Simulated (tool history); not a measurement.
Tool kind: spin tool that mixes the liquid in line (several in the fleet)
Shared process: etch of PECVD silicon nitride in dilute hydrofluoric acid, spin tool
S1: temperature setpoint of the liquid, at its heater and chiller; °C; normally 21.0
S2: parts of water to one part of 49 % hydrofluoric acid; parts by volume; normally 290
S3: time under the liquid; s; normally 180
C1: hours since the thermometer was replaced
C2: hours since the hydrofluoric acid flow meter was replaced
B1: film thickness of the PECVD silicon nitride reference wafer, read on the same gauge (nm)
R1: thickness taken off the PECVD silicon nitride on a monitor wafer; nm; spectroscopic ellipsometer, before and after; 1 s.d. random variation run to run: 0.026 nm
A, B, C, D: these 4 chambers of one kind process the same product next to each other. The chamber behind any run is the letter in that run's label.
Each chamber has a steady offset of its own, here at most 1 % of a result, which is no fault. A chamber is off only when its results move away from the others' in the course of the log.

run	hour	S1	S2	S3	C1	C2	B1	R1
1B	2.2	21.0	290	180	115.6	672.8	49.957	2.9367
2D	5.1	21.0	290	180	358.4	200.9	49.991	2.9878
3A	9.1	21.0	290	180	287.1	538.9	49.992	2.9150
4C	12.4	21.0	290	180	1733.9	1456.1	50.022	2.9278
5C	16.5	21.0	290	180	1738.0	1460.2	49.936	2.9362
6B	18.9	21.0	290	180	132.3	689.5	49.989	2.9385
7D	22.3	21.0	290	180	375.6	218.1	50.035	2.9179
8A	25.1	21.0	290	180	303.1	554.9	49.998	2.9767
9B	28.7	21.0	290	180	142.1	699.3	50.000	2.9414
10A	30.9	21.0	290	180	308.9	560.7	49.993	2.9807
11C	34.6	21.0	290	180	1756.1	1478.3	49.989	2.8854
12D	38.7	21.0	290	180	392.0	234.5	50.019	2.8865
13D	42.5	23.5	150	180	395.8	238.3	49.945	6.4553
14A	46.2	23.5	150	180	324.2	576.0	49.999	6.5363
15B	48.4	23.5	150	180	161.8	719.0	50.017	6.4872
16C	50.6	23.5	150	180	1772.1	1494.3	50.035	6.5548
17D	53.3	22.5	290	180	406.6	249.1	49.988	3.1330
18B	56.6	22.5	290	180	170.0	727.2	49.965	3.2581
19C	59.3	22.5	290	180	1780.8	1503.0	49.997	3.2252
20A	63.7	22.5	290	180	341.7	593.5	50.005	3.2617
21B	66.1	21.0	165	180	179.5	736.7	49.973	5.0941
22C	70.2	21.0	165	180	1791.7	1513.9	50.038	5.0355
23D	72.6	21.0	165	180	425.9	268.4	49.991	4.8499
24A	74.7	21.0	165	180	352.7	604.5	49.997	5.0055
25A	77.4	21.0	290	180	355.4	607.2	50.032	2.9535

Is one chamber off against the others, does the gauge drift, or is nothing wrong? If a chamber is off, say which, and what the likeliest cause is.

It is chamber D that slowly wanders off from its peers.
What lies behind it: liquid colder than its thermometer reads (K) = 1.24.
The log may not tell that from: hydrofluoric acid flow below the setpoint (%).

Below are 4 candidate recipes for chamber D's next run, each the usual settings with a change, their results shown as question marks. Which of them brings D's results back in line with what the other chambers give on the usual settings?
In-line tolerance around the mean of the other chambers on the usual settings: R1 0.0890 nm
26D-1	80.6	21.0	280	185				?
26D-2	80.6	20.5	300	170				?
26D-3	80.6	21.0	300	175				?
26D-4	80.6	21.5	280	190				?

What the other chambers average on the usual settings: R1 2.9397 nm
run	R1
26D-1	2.9325
26D-2	2.4379
26D-3	2.5927
26D-4	3.1096
Change 26D-1 lands the chamber within the allowed miss of the other chambers.

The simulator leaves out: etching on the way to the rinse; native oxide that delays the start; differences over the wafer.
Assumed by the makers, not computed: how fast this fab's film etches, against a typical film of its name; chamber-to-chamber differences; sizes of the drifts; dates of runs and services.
